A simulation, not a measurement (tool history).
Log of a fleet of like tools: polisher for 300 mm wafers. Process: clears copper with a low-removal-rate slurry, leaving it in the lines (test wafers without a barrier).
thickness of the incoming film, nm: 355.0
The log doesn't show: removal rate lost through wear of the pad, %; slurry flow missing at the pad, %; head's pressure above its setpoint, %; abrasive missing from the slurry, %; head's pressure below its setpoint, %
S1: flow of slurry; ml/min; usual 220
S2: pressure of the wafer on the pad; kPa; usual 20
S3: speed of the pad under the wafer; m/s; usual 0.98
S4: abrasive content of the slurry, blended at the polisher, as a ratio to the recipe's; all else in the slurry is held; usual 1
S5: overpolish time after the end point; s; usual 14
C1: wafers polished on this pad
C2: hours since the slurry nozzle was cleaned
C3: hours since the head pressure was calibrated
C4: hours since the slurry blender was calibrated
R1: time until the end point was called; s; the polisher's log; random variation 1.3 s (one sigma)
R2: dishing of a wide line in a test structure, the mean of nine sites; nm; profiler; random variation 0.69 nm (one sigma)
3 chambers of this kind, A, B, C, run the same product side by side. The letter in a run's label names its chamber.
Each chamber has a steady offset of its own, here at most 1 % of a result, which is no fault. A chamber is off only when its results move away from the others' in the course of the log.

run,day,S1,S2,S3,S4,S5,C1,C2,C3,C4,R1,R2
1A,0.292,220,20,0.98,1,14,930,108,427.6,145.7,113.54,30.882
2C,0.654,220,20,0.98,1,14,1084,94.2,241.7,75.7,116.51,31.048
3B,0.821,220,20,0.98,1,14,1069,209,598,170,115.19,29.315
4B,1.146,220,20,0.98,1,14,1140,216.8,605.8,177.8,113.46,29.699
# day 1.154: chamber B: slurry nozzle cleaned
5C,1.471,220,20,0.98,1,14,1263,113.8,261.3,95.3,111.84,29.894
6A,1.642,175,20,0.72,1,14,1225,140.4,460,178.1,160.54,22.417
# day 1.775: chamber A: worn pad replaced by a new one
7A,2,175,20,0.72,1,14,49,149,468.6,186.7,162.67,22.443
8B,2.208,175,20,0.72,1,14,1373,25.3,631.3,203.3,163.04,22.225
# day 2.217: chamber B: worn pad replaced by a new one
# day 2.321: chamber C: worn pad replaced by a new one
9C,2.5,220,20,0.98,1,14,40,138.5,286,120,114.05,30.758
# day 2.683: chamber B: slurry blender recalibrated
10B,2.708,220,20,0.98,1,14,107,37.3,643.3,0.7,113.13,29.431
11A,3.004,220,20,0.98,1,14,269,173.1,492.7,210.8,119.54,31.144
12C,3.242,220,20,0.98,1,14,202,156.3,303.8,137.8,114.39,29.833
13B,3.488,220,20,0.98,1,14,278,56,662,19.4,113.17,30.861
14A,3.842,220,20,0.98,1,14,453,193.2,512.8,230.9,117.99,30.924
15C,4.038,220,20,0.98,1,14,376,175.4,322.9,156.9,114.9,29.894
16A,4.262,220,20,0.98,1,14,545,203.3,522.9,241,119.5,29.66
17B,4.471,220,20,0.98,1,14,493,79.6,685.6,43,115.28,31.646
18C,4.779,220,20,0.98,1,14,539,193.2,340.7,174.7,115.03,30.727
19A,5.125,220,20,0.98,1,14,734,224,543.6,261.7,119.76,30.784
20B,5.383,220,20,0.98,1,14,693,101.5,707.5,64.9,113.61,30.248
# day 5.712: chamber A: head pressure recalibrated
21C,5.742,220,20,0.98,1,14,750,216.3,363.8,197.8,115.31,28.816
22B,6.083,220,20,0.98,1,14,846,118.3,724.3,81.7,116.1,30.964
23A,6.317,220,20,0.98,1,14,995,252.6,14.5,290.3,116.42,29.647
24C,6.608,220,20,0.98,1,14,939,237.1,384.6,218.6,116.11,29.976
25B,6.871,220,20,0.98,1,14,1019,137.2,743.2,100.6,114.98,30.84
26C,7.133,220,20,0.98,1,14,1054,249.7,397.2,231.2,114.96,30.666
27A,7.312,220,20,0.98,1,14,1213,276.5,38.4,314.2,119.19,30.381
28B,7.554,220,20,0.98,1,14,1169,153.6,759.6,117,114.45,29.509
# day 7.633: chamber A: worn pad replaced by a new one
29A,7.875,220,20,0.98,1,14,53,290,51.9,327.7,118.3,28.111
# day 7.933: chamber C: worn pad replaced by a new one
30C,8.196,220,20,0.98,1,14,57,275.2,422.7,256.7,113.32,31.586
31A,8.475,220,20,0.98,1,14,184,304.4,66.3,342.1,121.31,29.202
# day 8.575: chamber B: slurry nozzle cleaned
32B,8.829,220,20,0.98,1,14,1448,6.1,790.2,147.6,117.68,32.067
# day 8.938: chamber B: worn pad replaced by a new one
33C,9.062,220,20,0.98,1,14,247,296,443.5,277.5,114.7,29.577
34A,9.358,220,20,0.98,1,14,378,325.6,87.5,363.3,118.31,29.908
35C,9.667,220,20,0.98,1,14,379,310.5,458,292,115.63,30.505
36B,9.862,220,20,0.98,1,14,202,30.9,815,172.4,114.91,29.13
37A,10.196,195,20,1.22,1,14,561,345.7,107.6,383.4,97.851,34.505
38C,10.533,195,20,1.22,1,14,569,331.3,478.8,312.8,94.276,35.879
39B,10.804,195,20,1.22,1,14,409,53.5,837.6,195,93.682,36.571
# day 10.892: chamber B: slurry blender recalibrated
40B,11.162,220,24.1,0.98,1,14,487,62.1,846.2,6.6,94.325,36.166
41C,11.396,220,24.1,0.98,1,14,758,352,499.5,333.5,93.499,34.854
42A,11.708,220,24.1,0.98,1,14,892,382,143.9,419.7,103.74,34.163
43A,11.967,220,20,0.98,1,14,949,388.2,150.1,425.9,121.07,28.957
44B,12.15,265,25.5,0.98,1,14,703,85.8,869.9,30.3,90.594,37.921

All 3 chambers run these settings next. Forecast each chamber's results:
45A,12.417,220,20,0.98,0.8,14,,,,,?,?
45B,12.417,220,20,0.98,0.8,14,,,,,?,?
45C,12.417,220,20,0.98,0.8,14,,,,,?,?

run,R1,R2
45A,129.09,27.485
45B,118.69,27.97
45C,118.9,28.651

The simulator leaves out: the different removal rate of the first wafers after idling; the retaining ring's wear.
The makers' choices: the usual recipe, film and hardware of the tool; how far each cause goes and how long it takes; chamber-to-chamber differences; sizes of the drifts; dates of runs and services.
